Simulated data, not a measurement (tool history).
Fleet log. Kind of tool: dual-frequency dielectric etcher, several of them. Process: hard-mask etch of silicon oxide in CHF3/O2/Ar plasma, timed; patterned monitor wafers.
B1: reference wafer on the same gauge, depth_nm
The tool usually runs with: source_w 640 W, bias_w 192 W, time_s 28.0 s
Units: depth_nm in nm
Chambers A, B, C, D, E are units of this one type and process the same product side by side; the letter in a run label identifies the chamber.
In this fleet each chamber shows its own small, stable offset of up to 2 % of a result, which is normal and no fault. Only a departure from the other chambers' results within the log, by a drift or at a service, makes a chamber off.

run 1D hour=13.2 | source_w=640 bias_w=192 time_s=28.0 | B1=59.533 | depth_nm=58.304
run 2A hour=25.5 | source_w=640 bias_w=192 time_s=28.0 | B1=59.556 | depth_nm=58.803
run 3B hour=40.5 | source_w=640 bias_w=192 time_s=28.0 | B1=59.589 | depth_nm=57.052
run 4C hour=48.3 | source_w=640 bias_w=192 time_s=28.0 | B1=59.618 | depth_nm=58.322
run 5E hour=56.0 | source_w=640 bias_w=192 time_s=28.0 | B1=59.596 | depth_nm=58.122
run 6C hour=64.4 | source_w=640 bias_w=226 time_s=32.5 | B1=59.617 | depth_nm=71.516
run 7D hour=74.1 | source_w=640 bias_w=226 time_s=32.5 | B1=59.579 | depth_nm=71.482
run 8A hour=84.7 | source_w=640 bias_w=226 time_s=32.5 | B1=59.609 | depth_nm=72.382
-- hour=94.8 chamber C: wet clean of the chamber
run 9E hour=96.3 | source_w=640 bias_w=226 time_s=32.5 | B1=59.610 | depth_nm=71.499
run 10B hour=107.3 | source_w=640 bias_w=226 time_s=32.5 | B1=59.617 | depth_nm=69.832
run 11E hour=116.7 | source_w=640 bias_w=192 time_s=28.0 | B1=59.592 | depth_nm=58.062
run 12A hour=129.9 | source_w=640 bias_w=192 time_s=28.0 | B1=59.610 | depth_nm=58.705
-- hour=144.7 chamber B: wet clean of the chamber
run 13D hour=145.1 | source_w=640 bias_w=192 time_s=28.0 | B1=59.626 | depth_nm=58.269
run 14B hour=159.8 | source_w=640 bias_w=192 time_s=28.0 | B1=59.634 | depth_nm=56.080
run 15C hour=175.2 | source_w=640 bias_w=192 time_s=23.0 | B1=59.639 | depth_nm=47.822
run 16B hour=190.2 | source_w=640 bias_w=192 time_s=23.0 | B1=59.596 | depth_nm=45.963
run 17C hour=200.1 | source_w=640 bias_w=192 time_s=23.0 | B1=59.596 | depth_nm=47.727
run 18E hour=209.2 | source_w=640 bias_w=192 time_s=23.0 | B1=59.587 | depth_nm=47.668
run 19A hour=222.4 | source_w=640 bias_w=192 time_s=23.0 | B1=59.638 | depth_nm=48.202
run 20D hour=238.5 | source_w=640 bias_w=192 time_s=28.0 | B1=59.628 | depth_nm=58.231
-- hour=254.3 chamber E: wet clean of the chamber
run 21A hour=254.6 | source_w=640 bias_w=192 time_s=28.0 | B1=59.560 | depth_nm=58.781
run 22E hour=266.0 | source_w=640 bias_w=192 time_s=28.0 | B1=59.618 | depth_nm=58.043
run 23C hour=274.0 | source_w=640 bias_w=192 time_s=28.0 | B1=59.612 | depth_nm=58.475
run 24D hour=284.4 | source_w=640 bias_w=192 time_s=28.0 | B1=59.609 | depth_nm=58.433
run 25B hour=300.0 | source_w=500 bias_w=192 time_s=33.5 | B1=59.597 | depth_nm=61.032
-- hour=306.1 chamber D: wet clean of the chamber
run 26B hour=309.2 | source_w=500 bias_w=192 time_s=33.5 | B1=59.636 | depth_nm=61.172
-- hour=318.2 chamber A: wet clean of the chamber
run 27E hour=320.8 | source_w=500 bias_w=192 time_s=33.5 | B1=59.575 | depth_nm=63.471
run 28A hour=328.6 | source_w=500 bias_w=192 time_s=33.5 | B1=59.580 | depth_nm=64.053
run 29C hour=339.8 | source_w=500 bias_w=192 time_s=33.5 | B1=59.607 | depth_nm=63.017
run 30D hour=353.8 | source_w=640 bias_w=192 time_s=28.0 | B1=59.576 | depth_nm=58.704
run 31A hour=368.2 | source_w=640 bias_w=192 time_s=28.0 | B1=59.594 | depth_nm=58.819

All chambers now run identical settings, listed one chamber a line with results as question marks. What results will each chamber show?
run 32A hour=379.8 | source_w=640 bias_w=231 time_s=28.0 | depth_nm=?
run 32B hour=379.8 | source_w=640 bias_w=231 time_s=28.0 | depth_nm=?
run 32C hour=379.8 | source_w=640 bias_w=231 time_s=28.0 | depth_nm=?
run 32D hour=379.8 | source_w=640 bias_w=231 time_s=28.0 | depth_nm=?
run 32E hour=379.8 | source_w=640 bias_w=231 time_s=28.0 | depth_nm=?

run=32A depth_nm=62.563
run=32B depth_nm=59.814
run=32C depth_nm=62.124
run=32D depth_nm=62.311
run=32E depth_nm=61.980

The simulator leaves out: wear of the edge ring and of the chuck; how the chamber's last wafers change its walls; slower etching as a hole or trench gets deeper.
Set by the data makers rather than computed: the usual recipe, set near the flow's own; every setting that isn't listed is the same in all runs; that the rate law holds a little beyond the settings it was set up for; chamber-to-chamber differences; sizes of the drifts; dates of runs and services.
